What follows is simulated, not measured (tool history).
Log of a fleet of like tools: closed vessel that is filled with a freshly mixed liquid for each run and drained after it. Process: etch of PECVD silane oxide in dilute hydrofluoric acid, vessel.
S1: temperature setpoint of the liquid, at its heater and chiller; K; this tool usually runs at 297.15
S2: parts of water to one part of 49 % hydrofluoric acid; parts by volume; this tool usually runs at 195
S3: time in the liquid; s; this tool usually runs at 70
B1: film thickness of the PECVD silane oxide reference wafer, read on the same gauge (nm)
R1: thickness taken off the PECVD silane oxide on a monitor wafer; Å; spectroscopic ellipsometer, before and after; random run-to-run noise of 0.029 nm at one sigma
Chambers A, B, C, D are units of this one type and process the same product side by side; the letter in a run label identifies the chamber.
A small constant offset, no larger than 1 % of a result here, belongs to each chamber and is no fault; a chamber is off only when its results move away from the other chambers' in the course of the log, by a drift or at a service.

run,day,S1,S2,S3,B1,R1
1D,0.6,297.15,195,70,29.986,52.89
2C,0.962,297.15,195,70,29.978,52.017
3B,1.517,297.15,195,70,30.015,52.229
4A,2.062,297.15,195,70,30.024,52.745
5D,2.517,297.15,195,70,30.003,52.753
6A,2.821,297.15,195,80,29.987,59.904
7C,3.138,297.15,195,80,30.035,60.326
# day 3.329: chamber B: hydrofluoric acid flow meter replaced
8B,3.758,297.15,195,80,29.976,59.415
9C,4.042,297.15,195,80,30.039,59.457
10B,4.479,297.15,195,70,29.968,52.487
11A,4.912,297.15,195,70,29.982,53.084
12D,5.358,297.15,195,70,29.997,52.836
13D,5.967,297.15,195,70,29.993,53.313
14C,6.617,297.15,195,70,30.008,52.625
# day 7.238: chamber D: hydrofluoric acid flow meter replaced
15A,7.267,297.15,195,70,29.951,52.493
# day 7.729: chamber D: thermometer replaced
16B,7.738,297.15,195,70,29.949,52.136
17C,8.033,297.15,195,70,29.999,52.009
18D,8.35,297.15,195,70,30.002,53.381
19A,8.833,297.15,195,70,29.978,53.369
20B,9.158,297.15,195,70,29.98,51.792
21D,9.442,297.15,195,70,29.975,52.534
22B,9.733,297.15,195,70,30.025,52.452
23C,10.392,297.15,195,55,29.998,39.912
# day 10.521: chamber A: thermometer replaced
24A,10.962,297.15,195,55,30.035,41.712
25A,11.392,297.15,195,55,30.025,41.691
26D,11.808,297.15,195,55,29.993,41.614
27B,12.242,297.15,195,70,29.994,52.273
28C,12.817,297.15,195,70,30.031,50.285
29A,13.2,297.15,195,70,29.991,53.097
30C,13.688,297.15,195,70,29.975,50.654
31D,13.979,297.15,195,70,29.99,52.776
32B,14.496,297.15,195,70,29.999,52.237
33B,15.142,297.15,275,100,29.989,48.511
34A,15.496,297.15,275,100,29.94,49.292

Is one chamber out of step, is the gauge drifting, or do the chambers differ by no more than their own small offsets? For an off chamber, give its letter and the likeliest cause.

One chamber, C, drifts off from the rest bit by bit.
Most likely cause: liquid colder than its thermometer reads (K) = 1.34.
It could be hard to tell apart here from: hydrofluoric acid flow below the setpoint (%).

Chamber C could run next with any of the 4 candidate recipes listed below; each alters the usual settings, and their results appear as question marks. Which one brings its results back in line with what the other chambers deliver on the usual settings?
Maximum distance from the other chambers' mean on the usual settings for a result to count as in line: R1 1 Å
35C-1,15.967,297.65,195,70,,?
35C-2,15.967,295.65,195,70,,?
35C-3,15.967,297.15,185,70,,?
35C-4,15.967,296.65,195,70,,?

Mean of the other chambers on the usual settings: R1 52.688 Å
run,R1
35C-1,50.497
35C-2,46.87
35C-3,52.759
35C-4,48.668
35C-3 is the one that brings the chamber's results back in line with the other chambers.
